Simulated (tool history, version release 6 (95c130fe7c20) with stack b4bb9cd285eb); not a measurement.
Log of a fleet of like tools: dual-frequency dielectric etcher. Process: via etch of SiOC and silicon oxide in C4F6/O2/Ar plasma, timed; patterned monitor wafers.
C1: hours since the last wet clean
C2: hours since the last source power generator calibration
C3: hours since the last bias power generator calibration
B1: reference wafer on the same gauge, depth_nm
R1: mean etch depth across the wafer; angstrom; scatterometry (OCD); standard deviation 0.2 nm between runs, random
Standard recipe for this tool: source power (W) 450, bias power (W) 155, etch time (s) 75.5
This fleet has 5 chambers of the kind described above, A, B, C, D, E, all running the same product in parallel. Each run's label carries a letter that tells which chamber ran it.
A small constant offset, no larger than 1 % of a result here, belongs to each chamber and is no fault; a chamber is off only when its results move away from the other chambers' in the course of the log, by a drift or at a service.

{"run": "1D", "day": 0.342, "source power (W)": 450, "bias power (W)": 155, "etch time (s)": 75.5, "C1": 389.5, "C2": 2304.4, "C3": 2410.3, "B1": 71.279, "R1": 848.05}
{"run": "2C", "day": 0.671, "source power (W)": 450, "bias power (W)": 155, "etch time (s)": 75.5, "C1": 207.6, "C2": 772.9, "C3": 2556.9, "B1": 71.26, "R1": 852.3}
{"run": "3E", "day": 0.842, "source power (W)": 450, "bias power (W)": 155, "etch time (s)": 75.5, "C1": 24.9, "C2": 1402.2, "C3": 2062.0, "B1": 71.292, "R1": 849.17}
{"day": 1.033, "done": "chamber B: bias power generator calibrated"}
{"run": "4A", "day": 1.067, "source power (W)": 450, "bias power (W)": 155, "etch time (s)": 75.5, "C1": 315.4, "C2": 3570.6, "C3": 1168.6, "B1": 71.23, "R1": 856.13}
{"day": 1.104, "done": "chamber A: source power generator calibrated"}
{"run": "5B", "day": 1.246, "source power (W)": 450, "bias power (W)": 155, "etch time (s)": 75.5, "C1": 343.3, "C2": 994.6, "C3": 5.1, "B1": 71.285, "R1": 847.36}
{"run": "6B", "day": 1.517, "source power (W)": 450, "bias power (W)": 155, "etch time (s)": 75.5, "C1": 349.8, "C2": 1001.1, "C3": 11.6, "B1": 71.308, "R1": 843.32}
{"run": "7D", "day": 1.683, "source power (W)": 450, "bias power (W)": 155, "etch time (s)": 75.5, "C1": 421.7, "C2": 2336.6, "C3": 2442.5, "B1": 71.324, "R1": 849.34}
{"run": "8C", "day": 2.021, "source power (W)": 450, "bias power (W)": 155, "etch time (s)": 75.5, "C1": 240.0, "C2": 805.3, "C3": 2589.3, "B1": 71.301, "R1": 853.03}
{"day": 2.088, "done": "chamber A: wet clean of the chamber"}
{"run": "9A", "day": 2.35, "source power (W)": 450, "bias power (W)": 155, "etch time (s)": 75.5, "C1": 6.4, "C2": 29.9, "C3": 1199.4, "B1": 71.315, "R1": 851.69}
{"run": "10E", "day": 2.671, "source power (W)": 450, "bias power (W)": 155, "etch time (s)": 75.5, "C1": 68.8, "C2": 1446.1, "C3": 2105.9, "B1": 71.284, "R1": 851.64}
{"run": "11C", "day": 2.992, "source power (W)": 450, "bias power (W)": 155, "etch time (s)": 95.0, "C1": 263.3, "C2": 828.6, "C3": 2612.6, "B1": 71.322, "R1": 1076.7}
{"run": "12A", "day": 3.325, "source power (W)": 450, "bias power (W)": 155, "etch time (s)": 95.0, "C1": 29.8, "C2": 53.3, "C3": 1222.8, "B1": 71.316, "R1": 1071.7}
{"run": "13D", "day": 3.608, "source power (W)": 450, "bias power (W)": 155, "etch time (s)": 95.0, "C1": 467.9, "C2": 2382.8, "C3": 2488.7, "B1": 71.286, "R1": 1063.0}
{"run": "14E", "day": 3.971, "source power (W)": 450, "bias power (W)": 155, "etch time (s)": 95.0, "C1": 100.0, "C2": 1477.3, "C3": 2137.1, "B1": 71.338, "R1": 1072.9}
{"run": "15B", "day": 4.229, "source power (W)": 450, "bias power (W)": 155, "etch time (s)": 95.0, "C1": 414.9, "C2": 1066.2, "C3": 76.7, "B1": 71.303, "R1": 1064.9}
{"run": "16E", "day": 4.492, "source power (W)": 450, "bias power (W)": 155, "etch time (s)": 75.5, "C1": 112.5, "C2": 1489.8, "C3": 2149.6, "B1": 71.298, "R1": 849.6}
{"run": "17C", "day": 4.725, "source power (W)": 450, "bias power (W)": 155, "etch time (s)": 75.5, "C1": 304.9, "C2": 870.2, "C3": 2654.2, "B1": 71.313, "R1": 857.68}
{"day": 5.058, "done": "chamber D: wet clean of the chamber"}
{"run": "18D", "day": 5.062, "source power (W)": 450, "bias power (W)": 155, "etch time (s)": 75.5, "C1": 0.1, "C2": 2417.7, "C3": 2523.6, "B1": 71.271, "R1": 870.02}
{"run": "19B", "day": 5.354, "source power (W)": 450, "bias power (W)": 155, "etch time (s)": 75.5, "C1": 441.9, "C2": 1093.2, "C3": 103.7, "B1": 71.286, "R1": 844.57}
{"run": "20A", "day": 5.704, "source power (W)": 450, "bias power (W)": 155, "etch time (s)": 75.5, "C1": 86.9, "C2": 110.4, "C3": 1279.9, "B1": 71.293, "R1": 848.36}
{"run": "21E", "day": 5.871, "source power (W)": 450, "bias power (W)": 155, "etch time (s)": 75.5, "C1": 145.6, "C2": 1522.9, "C3": 2182.7, "B1": 71.288, "R1": 854.92}
{"run": "22C", "day": 6.108, "source power (W)": 450, "bias power (W)": 155, "etch time (s)": 75.5, "C1": 338.1, "C2": 903.4, "C3": 2687.4, "B1": 71.311, "R1": 853.44}
{"run": "23A", "day": 6.296, "source power (W)": 450, "bias power (W)": 155, "etch time (s)": 75.5, "C1": 101.1, "C2": 124.6, "C3": 1294.1, "B1": 71.291, "R1": 852.57}
{"run": "24D", "day": 6.508, "source power (W)": 450, "bias power (W)": 155, "etch time (s)": 75.5, "C1": 34.8, "C2": 2452.4, "C3": 2558.3, "B1": 71.327, "R1": 872.73}
{"run": "25B", "day": 6.767, "source power (W)": 380, "bias power (W)": 138, "etch time (s)": 75.5, "C1": 475.8, "C2": 1127.1, "C3": 137.6, "B1": 71.248, "R1": 759.02}
{"run": "26A", "day": 6.946, "source power (W)": 380, "bias power (W)": 138, "etch time (s)": 75.5, "C1": 116.7, "C2": 140.2, "C3": 1309.7, "B1": 71.255, "R1": 769.64}
{"run": "27E", "day": 7.196, "source power (W)": 380, "bias power (W)": 138, "etch time (s)": 75.5, "C1": 177.4, "C2": 1554.7, "C3": 2214.5, "B1": 71.28, "R1": 768.01}
{"run": "28C", "day": 7.454, "source power (W)": 380, "bias power (W)": 138, "etch time (s)": 75.5, "C1": 370.4, "C2": 935.7, "C3": 2719.7, "B1": 71.322, "R1": 769.33}
{"run": "29B", "day": 7.788, "source power (W)": 380, "bias power (W)": 138, "etch time (s)": 75.5, "C1": 500.3, "C2": 1151.6, "C3": 162.1, "B1": 71.279, "R1": 763.97}
{"run": "30D", "day": 8.067, "source power (W)": 450, "bias power (W)": 155, "etch time (s)": 75.5, "C1": 72.2, "C2": 2489.8, "C3": 2595.7, "B1": 71.318, "R1": 868.43}
{"run": "31A", "day": 8.296, "source power (W)": 450, "bias power (W)": 155, "etch time (s)": 75.5, "C1": 149.1, "C2": 172.6, "C3": 1342.1, "B1": 71.302, "R1": 851.88}

Decide between three cases: one chamber stands off from its peers, the gauge reading all wafers drifts, or nothing is wrong past each chamber's small offset. Where a chamber is off, say which and what most likely put it there.

Chamber D has stood off from the others ever since a service on it.
Cause: etch rate over this chamber's usual, % = 2.77.

Which of the 4 candidates below, each the usual settings with something changed and its results left as question marks, puts chamber D back in line with what the other chambers give on the usual settings?
To be in line, a result may differ from the other chambers' mean on the usual settings by at most: R1 6.90 angstrom
{"run": "32D-1", "day": 8.558, "source power (W)": 450, "bias power (W)": 155, "etch time (s)": 76.0, "R1": "?"}
{"run": "32D-2", "day": 8.558, "source power (W)": 450, "bias power (W)": 166, "etch time (s)": 75.5, "R1": "?"}
{"run": "32D-3", "day": 8.558, "source power (W)": 450, "bias power (W)": 154, "etch time (s)": 74.0, "R1": "?"}
{"run": "32D-4", "day": 8.558, "source power (W)": 450, "bias power (W)": 155, "etch time (s)": 75.0, "R1": "?"}

Mean of the other chambers on the usual settings: R1 850.61 angstrom
run=32D-1 R1=875.44
run=32D-2 R1=888.72
run=32D-3 R1=850.68
run=32D-4 R1=863.92
32D-3 brings the chamber back in line.
